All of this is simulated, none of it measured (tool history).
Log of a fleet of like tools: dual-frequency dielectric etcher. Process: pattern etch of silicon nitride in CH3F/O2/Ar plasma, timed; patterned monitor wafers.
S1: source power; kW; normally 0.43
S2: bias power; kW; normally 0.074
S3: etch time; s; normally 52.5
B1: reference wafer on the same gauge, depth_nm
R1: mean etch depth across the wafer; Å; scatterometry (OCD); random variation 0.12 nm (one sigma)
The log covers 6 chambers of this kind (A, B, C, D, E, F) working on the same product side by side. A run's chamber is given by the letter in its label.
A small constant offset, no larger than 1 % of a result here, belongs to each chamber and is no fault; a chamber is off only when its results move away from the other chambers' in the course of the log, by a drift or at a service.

| run | hour | S1 | S2 | S3 | B1 | R1 |
|---|---|---|---|---|---|---|
| 1E | 4.7 | 0.43 | 0.074 | 52.5 | 39.995 | 382.12 |
| 2B | 9.3 | 0.43 | 0.074 | 52.5 | 39.975 | 379.92 |
| 3C | 11.6 | 0.43 | 0.074 | 52.5 | 40.004 | 381.84 |
| 4A | 14.1 | 0.43 | 0.074 | 52.5 | 39.996 | 380.76 |
| 5F | 17.4 | 0.43 | 0.074 | 52.5 | 40.005 | 384.1 |
| 6D | 20.6 | 0.43 | 0.074 | 52.5 | 39.963 | 380.24 |
| 7E | 22.9 | 0.43 | 0.074 | 52.5 | 40.013 | 381.27 |
| 8B | 27.7 | 0.43 | 0.062 | 67 | 39.986 | 458.42 |
| 9F | 30.6 | 0.43 | 0.062 | 67 | 39.992 | 464.91 |
| 10C | 34.8 | 0.43 | 0.062 | 67 | 39.975 | 461.9 |
| 11D | 37.3 | 0.43 | 0.062 | 67 | 40.001 | 458.84 |
| 12A | 42.1 | 0.43 | 0.062 | 67 | 40.002 | 458.82 |
| 13C | 46.7 | 0.43 | 0.062 | 67 | 40.013 | 462.9 |
| 14D | 51.2 | 0.43 | 0.074 | 46 | 40.005 | 332.79 |
| 15F | 54.8 | 0.43 | 0.074 | 46 | 40.03 | 337.18 |
| 16E | 59.2 | 0.43 | 0.074 | 46 | 39.989 | 335.37 |
| 17B | 62.8 | 0.43 | 0.074 | 46 | 39.986 | 334.5 |
| 18A | 66.8 | 0.43 | 0.074 | 46 | 40.01 | 332.29 |
| 19C | 71.2 | 0.43 | 0.074 | 46 | 39.982 | 337.44 |
| 20D | 74.6 | 0.43 | 0.074 | 52.5 | 40.007 | 380.14 |
| 21E | 77.9 | 0.43 | 0.082 | 52.5 | 40.001 | 398.78 |
| 22B | 81.6 | 0.43 | 0.082 | 52.5 | 40.026 | 394.33 |
| 23F | 83.8 | 0.43 | 0.082 | 52.5 | 39.987 | 399.78 |
| 24A | 86.3 | 0.43 | 0.082 | 52.5 | 39.987 | 396.28 |
| 25A | 89.4 | 0.43 | 0.082 | 52.5 | 39.978 | 394.76 |
| 26D | 93 | 0.43 | 0.082 | 52.5 | 40.003 | 391.81 |
| 27E | 97.4 | 0.43 | 0.074 | 52.5 | 40.018 | 381.57 |
| 28F | 101 | 0.43 | 0.074 | 52.5 | 39.982 | 382.87 |
| 29B | 105.6 | 0.43 | 0.074 | 52.5 | 39.99 | 378.22 |
| 30C | 109.4 | 0.52 | 0.061 | 52.5 | 40.022 | 388.08 |
| 31D | 113.6 | 0.52 | 0.061 | 52.5 | 40.015 | 383.91 |
| 32A | 115.9 | 0.52 | 0.061 | 52.5 | 40.029 | 386.72 |
| 33B | 120.4 | 0.52 | 0.061 | 52.5 | 40.006 | 381.88 |
|  | 123 | chamber C: wet clean of the chamber |
| 34C | 123.8 | 0.52 | 0.061 | 52.5 | 39.985 | 385.39 |
| 35F | 127.4 | 0.52 | 0.061 | 52.5 | 39.979 | 389.1 |
| 36E | 130.4 | 0.43 | 0.074 | 52.5 | 40.04 | 382.88 |
| 37E | 134.8 | 0.43 | 0.074 | 52.5 | 39.974 | 382 |

Next, every chamber runs the same settings. What will each give?
| 38A | 138.2 | 0.43 | 0.074 | 52.5 |  | ? |
| 38B | 138.2 | 0.43 | 0.074 | 52.5 |  | ? |
| 38C | 138.2 | 0.43 | 0.074 | 52.5 |  | ? |
| 38D | 138.2 | 0.43 | 0.074 | 52.5 |  | ? |
| 38E | 138.2 | 0.43 | 0.074 | 52.5 |  | ? |
| 38F | 138.2 | 0.43 | 0.074 | 52.5 |  | ? |

| run | R1 |
|---|---|
| 38A | 378.57 |
| 38B | 380.18 |
| 38C | 384.57 |
| 38D | 380.64 |
| 38E | 382.59 |
| 38F | 383.76 |
